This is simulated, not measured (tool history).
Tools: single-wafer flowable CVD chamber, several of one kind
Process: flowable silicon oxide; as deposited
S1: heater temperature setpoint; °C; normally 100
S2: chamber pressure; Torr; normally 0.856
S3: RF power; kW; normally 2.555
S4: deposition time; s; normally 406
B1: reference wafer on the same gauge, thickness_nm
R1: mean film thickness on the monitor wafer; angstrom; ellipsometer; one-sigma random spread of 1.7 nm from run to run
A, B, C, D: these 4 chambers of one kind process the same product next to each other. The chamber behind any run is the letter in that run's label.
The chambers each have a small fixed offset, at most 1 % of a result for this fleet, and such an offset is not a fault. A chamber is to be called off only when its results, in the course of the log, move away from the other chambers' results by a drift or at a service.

run     day   S1     S2     S3   S4      B1      R1
 1C   0.483  100  0.856  2.555  406  237.99  2785.2
 2B   0.700  100  0.856  2.555  406  238.00  2816.6
 3A   1.125  100  0.856  2.555  406  237.97  2802.4
 4D   1.367  100  0.856  2.555  406  237.94  2778.0
 5C   1.783  100  0.856  2.555  406  238.04  2793.6
      2.017  -- chamber B: RF generator calibrated
 6B   2.138  100  0.856  2.555  406  238.20  2808.5
 7D   2.567  100  0.856  2.555  406  238.27  2793.4
 8A   3.046  100  0.856  2.555  406  237.87  2779.9
      3.358  -- chamber C: RF generator calibrated
 9C   3.446  100  0.856  2.555  406  237.98  2802.6
10D   3.888  100  0.856  2.555  406  237.96  2767.8
11B   4.100  100  0.856  2.555  406  238.15  2838.4
12A   4.496  100  0.856  2.555  406  237.80  2782.2
      4.800  -- chamber B: thermocouple changed; heater temperature recalibrated
13D   4.812  100  0.856  2.555  406  238.24  2760.7
14B   5.021   92  0.856  2.555  482  238.05  4317.8
15A   5.512   92  0.856  2.555  482  238.11  4332.3
16C   5.862   92  0.856  2.555  482  238.08  4330.8
17B   6.208   92  0.856  2.555  482  238.23  4349.3
18A   6.450  100  0.856  2.555  406  237.86  2798.2
19C   6.729  100  0.856  2.555  406  237.84  2785.2
20D   7.092  100  0.856  2.555  406  237.83  2760.8
21A   7.583  100  0.856  2.555  406  238.27  2832.7
22D   7.900  100  0.856  2.555  406  237.74  2763.4
      8.246  -- chamber D: RF generator calibrated
23B   8.333  100  0.856  2.555  406  238.00  2794.2
24C   8.546  100  0.949  2.555  406  237.87  3162.2
25D   8.808  100  0.949  2.555  406  238.12  3177.7
26B   9.212  100  0.949  2.555  406  237.99  3152.4
27A   9.500  100  0.949  2.555  406  237.99  3255.3
28C   9.788  100  0.856  2.555  406  237.93  2817.7
29A  10.058  100  0.750  2.555  406  238.05  2434.8
30C  10.329  100  0.750  2.555  406  238.20  2332.4
31D  10.788  100  0.750  2.555  406  238.03  2331.4
32B  11.258  100  0.750  2.555  406  237.83  2349.6
33B  11.638  100  0.856  2.555  406  237.89  2809.9
34C  12.050  112  0.856  2.555  406  238.06  1880.2
35D  12.396  112  0.856  2.555  406  238.14  1864.0
36A  12.888  112  0.856  2.555  406  238.07  1989.2
37D  13.258  112  0.856  2.555  406  237.73  1886.0
38B  13.533  100  0.694  2.555  372  237.92  1920.4
39A  13.900  100  0.694  2.555  372  238.26  2080.3
40C  14.308  100  0.694  2.555  372  237.61  1925.6

Is one chamber out of step, is the gauge drifting, or do the chambers differ by no more than their own small offsets? For an off chamber, give its letter and the likeliest cause.

Chamber A drifts away from the others.
Likeliest cause: wafer temperature below the value expected at the setpoint (K) = 2.
With only this log, it may be confused with: true pressure above the setpoint (%).

Here are 4 candidates for chamber A's next run, each the usual settings with a change, their results left as question marks. Which one brings its results back in line with what the others give on the usual settings?
In line means no further than this from the other chambers' mean on the usual settings: R1 58.0 angstrom
41A-1  14.658   99  0.869  2.560  409       ?
41A-2  14.658  102  0.837  2.550  402       ?
41A-3  14.658   97  0.856  2.555  412       ?
41A-4  14.658  101  0.843  2.550  403       ?

Other chambers, usual settings, mean: R1 2799.1 angstrom
  run      R1
41A-1  3177.2
41A-2  2699.5
41A-3  3352.1
41A-4  2820.5
It is 41A-4 that realigns the chamber with its peers.
